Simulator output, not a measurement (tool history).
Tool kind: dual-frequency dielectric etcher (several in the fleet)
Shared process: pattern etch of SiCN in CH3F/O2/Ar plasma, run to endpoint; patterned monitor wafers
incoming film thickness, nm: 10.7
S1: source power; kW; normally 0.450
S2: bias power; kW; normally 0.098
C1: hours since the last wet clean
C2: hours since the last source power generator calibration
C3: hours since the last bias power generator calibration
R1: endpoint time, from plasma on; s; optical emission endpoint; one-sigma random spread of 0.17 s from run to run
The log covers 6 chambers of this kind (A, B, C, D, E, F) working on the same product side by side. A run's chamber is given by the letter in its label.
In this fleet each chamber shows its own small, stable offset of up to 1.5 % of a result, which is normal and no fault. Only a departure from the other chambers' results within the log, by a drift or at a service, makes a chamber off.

run,hour,S1,S2,C1,C2,C3,R1
1F,9.6,0.450,0.098,284.2,2652.5,225.3,24.481
2E,22.4,0.450,0.098,353.4,3552.7,1851.2,24.193
3A,32.9,0.450,0.098,520.1,2978.3,979.8,24.338
4D,39.6,0.450,0.098,131.7,4699.2,896.4,24.217
5B,50.5,0.450,0.098,140.1,1347.0,193.4,24.514
6C,59.1,0.450,0.098,160.1,1513.3,3658.1,24.751
# hour 65.4: chamber E: wet clean of the chamber
# hour 67.7: chamber A: wet clean of the chamber
7A,68.6,0.450,0.098,1.0,3014.0,1015.5,24.394
8D,76.1,0.450,0.098,168.2,4735.7,932.9,24.448
9B,90.1,0.450,0.098,179.7,1386.6,233.0,24.376
10F,103.4,0.450,0.098,378.0,2746.3,319.1,24.749
11C,114.4,0.450,0.098,215.4,1568.6,3713.4,24.894
12E,123.7,0.380,0.090,58.4,3654.0,1952.5,27.016
13F,136.7,0.380,0.090,411.3,2779.6,352.4,26.972
14B,143.3,0.380,0.090,232.9,1439.8,286.2,27.013
15D,156.1,0.380,0.090,248.2,4815.7,1012.9,26.975
16A,166.5,0.380,0.090,98.9,3111.9,1113.4,26.929
17C,175.3,0.380,0.090,276.3,1629.5,3774.3,26.883
18E,182.8,0.450,0.098,117.5,3713.1,2011.6,24.599
19F,192.2,0.520,0.088,466.8,2835.1,407.9,24.462
20E,200.9,0.520,0.088,135.6,3731.2,2029.7,24.103
21B,209.8,0.520,0.088,299.4,1506.3,352.7,24.336
22C,222.8,0.520,0.088,323.8,1677.0,3821.8,24.342
23D,236.2,0.520,0.088,328.3,4895.8,1093.0,23.715
24A,248.2,0.520,0.088,180.6,3193.6,1195.1,23.856
25E,258.7,0.450,0.098,193.4,3789.0,2087.5,24.387
26B,267.8,0.450,0.098,357.4,1564.3,410.7,24.237
27D,274.5,0.450,0.098,366.6,4934.1,1131.3,24.355
28A,281.4,0.450,0.098,213.8,3226.8,1228.3,24.664
29C,293.0,0.450,0.098,394.0,1747.2,3892.0,24.510
30F,307.0,0.410,0.098,581.6,2949.9,522.7,26.155
31F,321.0,0.410,0.098,595.6,2963.9,536.7,25.954
# hour 322.5: chamber C: wet clean of the chamber
32C,330.8,0.410,0.098,8.3,1785.0,3929.8,25.810
# hour 334.1: chamber C: bias power generator calibrated
33A,341.3,0.410,0.098,273.7,3286.7,1288.2,25.157
# hour 351.0: chamber D: source power generator calibrated
34B,354.9,0.410,0.098,444.5,1651.4,497.8,25.463
35E,365.5,0.410,0.098,300.2,3895.8,2194.3,25.154
36D,379.0,0.450,0.098,471.1,28.0,1235.8,24.292
37F,388.6,0.450,0.098,663.2,3031.5,604.3,25.403
38C,398.7,0.450,0.098,76.2,1852.9,64.7,24.356
39D,406.8,0.450,0.098,498.9,55.8,1263.6,24.329
40B,418.2,0.450,0.098,507.8,1714.7,561.1,24.576

Next, every chamber runs the same settings. What will each give?
41A,428.5,0.450,0.098,,,,?
41B,428.5,0.450,0.098,,,,?
41C,428.5,0.450,0.098,,,,?
41D,428.5,0.450,0.098,,,,?
41E,428.5,0.450,0.098,,,,?
41F,428.5,0.450,0.098,,,,?

run,R1
41A,24.393
41B,24.828
41C,24.781
41D,23.988
41E,24.603
41F,25.467

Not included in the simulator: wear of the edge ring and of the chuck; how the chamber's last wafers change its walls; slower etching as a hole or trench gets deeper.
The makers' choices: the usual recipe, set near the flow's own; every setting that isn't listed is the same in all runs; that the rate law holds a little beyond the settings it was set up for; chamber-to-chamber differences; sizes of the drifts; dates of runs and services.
